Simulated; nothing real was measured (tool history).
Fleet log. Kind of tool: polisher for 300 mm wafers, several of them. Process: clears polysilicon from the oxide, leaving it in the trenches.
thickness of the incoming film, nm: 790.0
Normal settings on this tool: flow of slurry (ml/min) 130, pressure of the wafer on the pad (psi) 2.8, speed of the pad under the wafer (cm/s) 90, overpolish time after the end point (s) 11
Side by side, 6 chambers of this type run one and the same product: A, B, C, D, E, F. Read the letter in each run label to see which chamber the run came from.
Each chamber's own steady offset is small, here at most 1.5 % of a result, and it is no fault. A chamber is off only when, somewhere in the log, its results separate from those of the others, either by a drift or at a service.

run   hour  flow of slurry (ml/min)  pressure of the wafer on the pad (psi)  speed of the pad under the wafer (cm/s)  overpolish time after the end point (s)  wafers polished on this pad  hours since the slurry nozzle was cleaned  hours since the head pressure was calibrated  time until the end point was called (s)  dishing of a wide line in a test structure (Å)
 1C    8.5                      130                                     2.8                                       90                                       11                          849                                      273.6                                         151.2                                   56.168                                          600.06
 2D   16.7                      130                                     2.8                                       90                                       11                          307                                       80.9                                         159.4                                   54.457                                          600.33
 3A   21.6                      130                                     2.8                                       90                                       11                          366                                      530.9                                         649.1                                   55.614                                          566.57
      22.5  -- chamber E: worn pad replaced by a new one
 4B   30.2                      130                                     2.8                                       90                                       11                          571                                      281.5                                         327.8                                   54.295                                          598.37
 5E   39.7                      130                                     1.9                                       90                                       11                          128                                      646.3                                           384                                   81.278                                          525.07
 6F   46.5                      130                                     1.9                                       90                                       11                          415                                        406                                           853                                   82.402                                          548.11
      49.9  -- chamber A: head pressure recalibrated
 7E   51.4                      130                                     1.9                                       90                                       11                          215                                        658                                         395.7                                   80.947                                          536.69
      52.1  -- chamber C: worn pad replaced by a new one
      55.5  -- chamber B: worn pad replaced by a new one
 8C   59.3                      130                                     1.9                                       90                                       11                           53                                      324.4                                           202                                   81.679                                          515.65
 9D   65.8                      130                                     1.9                                       90                                       11                          673                                        130                                         208.5                                    83.88                                          515.77
10B   75.9                      130                                     1.9                                       90                                       11                          153                                      327.2                                         373.5                                   81.969                                          536.19
      81.8  -- chamber D: worn pad replaced by a new one
11F   83.2                      130                                     2.8                                       90                                       11                          689                                      442.7                                         889.7                                   55.251                                          583.48
12A   92.1                      130                                     2.8                                       90                                       11                          892                                      601.4                                          42.2                                   55.293                                          587.29
13B   98.5                      130                                     2.8                                       90                                       11                          321                                      349.8                                         396.1                                   54.654                                          595.57
      99.4  -- chamber F: worn pad replaced by a new one
14E    103                      130                                     2.2                                       90                                       11                          601                                      709.6                                         447.3                                   70.688                                          560.64
15A    110                      130                                     2.2                                       90                                       11                         1026                                      619.3                                          60.1                                   69.523                                          529.64
16D  114.7                      130                                     2.2                                       90                                       11                          246                                      178.9                                         257.4                                   69.962                                          548.15
     116.9  -- chamber F: slurry nozzle cleaned
17C  124.1                      130                                     2.2                                       90                                       11                          537                                      389.2                                         266.8                                   70.429                                           527.8
     130.6  -- chamber E: worn pad replaced by a new one
18F  131.2                      130                                     2.2                                       90                                       11                          238                                       14.3                                         937.7                                   70.379                                          569.45
19A  140.4                      130                                     2.2                                       90                                       11                         1253                                      649.7                                          90.5                                   69.113                                          543.81
     142.3  -- chamber B: worn pad replaced by a new one
       148  -- chamber A: slurry nozzle cleaned
20B  148.7                      130                                     2.8                                       90                                       11                           48                                        400                                         446.3                                   55.433                                          593.89
21C  158.2                      130                                     2.8                                       90                                       11                          792                                      423.3                                         300.9                                   55.933                                          595.07
     163.6  -- chamber F: head pressure recalibrated
22D  167.3                      130                                     2.8                                       90                                       11                          638                                      231.5                                           310                                   54.523                                          580.36
23F  172.6                      130                                     2.8                                       90                                       11                          547                                       55.7                                           9.1                                   55.204                                          609.44
24E  179.4                      155                                     3.8                                       90                                       11                          364                                        786                                         523.7                                   38.306                                          607.41
     181.6  -- chamber D: worn pad replaced by a new one
     182.9  -- chamber A: worn pad replaced by a new one
25E  186.9                      155                                     3.8                                       90                                       11                          420                                      793.5                                         531.2                                   38.284                                          628.16
26F  191.8                      155                                     3.8                                       90                                       11                          690                                       74.9                                          28.3                                   40.026                                          618.83
27A  199.4                      155                                     3.8                                       90                                       11                          123                                       51.4                                         149.5                                   39.099                                          603.82
28C    208                      155                                     3.8                                       90                                       11                         1164                                      473.1                                         350.7                                   40.543                                          622.33
29B  213.5                      155                                     3.8                                       90                                       11                          532                                      464.8                                         511.1                                   38.487                                          623.49
     214.7  -- chamber F: worn pad replaced by a new one
     218.4  -- chamber C: worn pad replaced by a new one
     219.5  -- chamber E: worn pad replaced by a new one
30D  220.8                      130                                     2.8                                       90                                       11                          293                                        285                                         363.5                                   56.563                                           566.8
     225.2  -- chamber E: slurry nozzle cleaned
31F    231                      130                                     2.8                                       90                                       11                          121                                      114.1                                          67.5                                   55.729                                          594.16
32C  235.8                      130                                     2.8                                       90                                       11                          130                                      500.9                                         378.5                                   54.995                                          580.77
33D  242.4                      130                                     2.8                                       90                                       11                          454                                      306.6                                         385.1                                   56.947                                          611.34
     244.8  -- chamber D: head pressure recalibrated
     247.8  -- chamber B: worn pad replaced by a new one
34A  249.3                      130                                     2.8                                       90                                       11                          496                                      101.3                                         199.4                                   54.578                                          611.73
35E  257.2                      130                                     2.8                                       90                                       11                          281                                         32                                         601.5                                   54.749                                          599.86
36B  264.6                      130                                     2.8                                       90                                       11                          125                                      515.9                                         562.2                                   55.257                                          587.82
37E  274.4                      130                                     2.8                                       90                                       11                          410                                       49.2                                         618.7                                    53.63                                          573.73
38B  280.8                      130                                     2.8                                       90                                       11                          246                                      532.1                                         578.4                                    55.72                                          593.29
     287.9  -- chamber D: worn pad replaced by a new one
39C  288.1                      130                                     2.8                                       90                                       11                          520                                      553.2                                         430.8                                   56.492                                          581.69
40D  298.3                      130                                     2.8                                       90                                       11                           78                                      362.5                                          53.6                                   58.585                                          572.99
41F  307.7                      130                                     2.8                                       90                                       11                          694                                      190.8                                         144.2                                   56.393                                          566.43
42A  316.6                      130                                     2.8                                       90                                       11                          998                                      168.6                                         266.7                                   54.649                                          603.22

Does one chamber stand apart from the rest, does the shared gauge drift, or is all well apart from small per-chamber offsets? Give the chamber and the most likely cause, where there is one.

It is chamber D that slowly wanders off from its peers.
Likeliest cause: slurry flow missing at the pad, % = 26.7.

Below are 4 candidate recipes for chamber D's next run, each the usual settings with a change, their results shown as question marks. Which of them brings D's results back in line with what the other chambers give on the usual settings?
A result is in line if it is within this distance of the other chambers' mean on the usual settings: time until the end point was called (s) 2.1; dishing of a wide line in a test structure (Å) 43
43D-1   324                      130                                     2.7                                       88                                       11                                                                                                                                                              ?                                               ?
43D-2   324                      130                                     2.6                                       84                                       11                                                                                                                                                              ?                                               ?
43D-3   324                      130                                     2.9                                       92                                       11                                                                                                                                                              ?                                               ?
43D-4   324                      130                                       3                                       96                                       11                                                                                                                                                              ?                                               ?

The other chambers' mean on the usual settings: time until the end point was called (s) 55.226; dishing of a wide line in a test structure (Å) 588.8
  run  time until the end point was called (s)  dishing of a wide line in a test structure (Å)
43D-1                                   62.974                                          567.46
43D-2                                   68.513                                          552.89
43D-3                                   56.051                                          585.44
43D-4                                   51.924                                          595.81
43D-3 is the one that brings the chamber's results back in line with the other chambers.

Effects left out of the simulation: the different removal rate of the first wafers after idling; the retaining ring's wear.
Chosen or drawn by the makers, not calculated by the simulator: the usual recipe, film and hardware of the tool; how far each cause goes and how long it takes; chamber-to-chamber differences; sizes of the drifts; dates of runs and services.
